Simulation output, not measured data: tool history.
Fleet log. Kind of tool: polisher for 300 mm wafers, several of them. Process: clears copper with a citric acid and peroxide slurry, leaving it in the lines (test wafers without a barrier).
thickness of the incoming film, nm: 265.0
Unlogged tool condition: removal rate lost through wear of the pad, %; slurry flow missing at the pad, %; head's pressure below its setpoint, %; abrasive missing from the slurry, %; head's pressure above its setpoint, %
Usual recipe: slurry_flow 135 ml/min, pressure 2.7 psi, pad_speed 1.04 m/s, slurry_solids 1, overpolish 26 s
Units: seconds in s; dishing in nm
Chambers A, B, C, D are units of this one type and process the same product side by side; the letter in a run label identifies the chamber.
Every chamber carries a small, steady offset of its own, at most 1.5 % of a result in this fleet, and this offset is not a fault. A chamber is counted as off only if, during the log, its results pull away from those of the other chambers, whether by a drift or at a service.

run    day  slurry_flow  pressure  pad_speed  slurry_solids  overpolish  wafers polished on this pad  hours since the slurry nozzle was cleaned  hours since the head pressure was calibrated  hours since the slurry blender was calibrated  seconds  dishing
 1A  0.158          135       2.7       1.04              1          26                          537                                      593.4                                        1029.4                                           66.8   133.73   36.131
 2B  0.283          135       2.7       1.04              1          26                          307                                       43.2                                         993.3                                          150.9    134.3   35.369
 3D  0.488          135       2.7       1.04              1          26                          659                                      659.2                                        1135.5                                          267.2   136.15   36.367
 4C  0.692          135       2.7       1.04              1          26                          340                                         83                                         784.8                                          320.6   135.98   35.146
 5B    0.8          135       2.7       1.04              1          26                          385                                       55.6                                        1005.7                                          163.3   131.34   37.449
     0.925  -- chamber C: slurry blender recalibrated
 6A  1.004          135       2.7       1.04              1          26                          664                                      613.7                                        1049.7                                           87.1    134.4   37.029
 7D  1.183          135       2.7       1.04              1          26                          763                                      675.9                                        1152.2                                          283.9   134.02   35.827
 8C   1.35          135       2.2       1.04              1          13                          439                                       98.8                                         800.6                                           10.2   166.66   15.866
 9D  1.475          135       2.2       1.04              1          13                          807                                      682.9                                        1159.2                                          290.9   162.28   15.842
     1.642  -- chamber A: worn pad replaced by a new one
10C  1.662          135       2.2       1.04              1          13                          486                                      106.3                                         808.1                                           17.7   163.04   15.471
     1.825  -- chamber D: slurry nozzle cleaned
     1.829  -- chamber D: head pressure recalibrated
11B  1.842          135       2.2       1.04              1          13                          541                                       80.6                                        1030.7                                          188.3   167.34   16.043
12A  2.029          135       2.7       1.04              1          26                           58                                      638.3                                        1074.3                                          111.7   133.56   35.866
13A  2.154          135       2.7       1.04              1          26                           77                                      641.3                                        1077.3                                          114.7   139.41   36.929
14B  2.333          135       2.7       1.04              1          36                          614                                       92.4                                        1042.5                                          200.1   138.29   48.176
15C  2.475          135       2.7       1.04              1          36                          608                                      125.8                                         827.6                                           37.2   131.68   45.699
16D  2.662          135       2.7       1.04              1          36                          985                                       20.2                                          20.1                                          319.4   137.31   47.618
17C  2.829          135       2.7       1.04              1          36                          661                                      134.3                                         836.1                                           45.7   133.29   44.863
18B  2.929          135       2.7       1.04              1          26                          704                                      106.7                                        1056.8                                          214.4   130.64   35.418
19A  3.088          135       2.7       1.04              1          26                          217                                      663.7                                        1099.7                                          137.1   136.58   35.391
20D  3.279          135       2.7       1.04              1          26                         1077                                         35                                          34.9                                          334.2   137.47    36.54
     3.346  -- chamber D: worn pad replaced by a new one
21B    3.4          135       2.7       1.04              1          26                          774                                        118                                        1068.1                                          225.7    136.7   34.697
22D  3.508          135       2.7       1.04              1          26                           24                                       40.5                                          40.4                                          339.7   134.93   35.872
23C  3.621          135       2.7       1.04              1          26                          780                                      153.3                                         855.1                                           64.7   131.11   34.274
24A  3.808          135       2.7       1.04              1          26                          325                                        681                                          1117                                          154.4   132.63   35.165
     3.821  -- chamber A: slurry nozzle cleaned
     3.988  -- chamber A: slurry blender recalibrated
25C  4.017          135       2.7       1.04              1          26                          839                                      162.8                                         864.6                                           74.2   134.98    35.03
26D  4.146          135       2.7       1.04              1          26                          120                                       55.8                                          55.7                                            355   137.35   35.055
27A  4.254          135       2.7       1.04              1          26                          392                                       10.4                                        1127.7                                            6.5   133.46   34.711
     4.358  -- chamber B: worn pad replaced by a new one
28B  4.408          100       3.1       1.04              1          26                            8                                      142.2                                        1092.3                                          249.9   124.05    39.22
29C  4.579          100       3.1       1.04              1          26                          923                                      176.3                                         878.1                                           87.7   122.98   37.922
     4.583  -- chamber B: slurry blender recalibrated
30B   4.75          100       3.1       1.04              1          26                           59                                      150.4                                        1100.5                                              4   125.72   37.186

For the next run the whole fleet of 4 chambers uses the same settings. Give each chamber's results:
31A  4.9          135       2.7       1.04            0.8          26                                                                                                                                                                             ?        ?
31B  4.9          135       2.7       1.04            0.8          26                                                                                                                                                                             ?        ?
31C  4.9          135       2.7       1.04            0.8          26                                                                                                                                                                             ?        ?
31D  4.9          135       2.7       1.04            0.8          26                                                                                                                                                                             ?        ?

run  seconds  dishing
31A   138.51   35.177
31B   138.13   33.436
31C   139.22   35.086
31D   141.26   33.492

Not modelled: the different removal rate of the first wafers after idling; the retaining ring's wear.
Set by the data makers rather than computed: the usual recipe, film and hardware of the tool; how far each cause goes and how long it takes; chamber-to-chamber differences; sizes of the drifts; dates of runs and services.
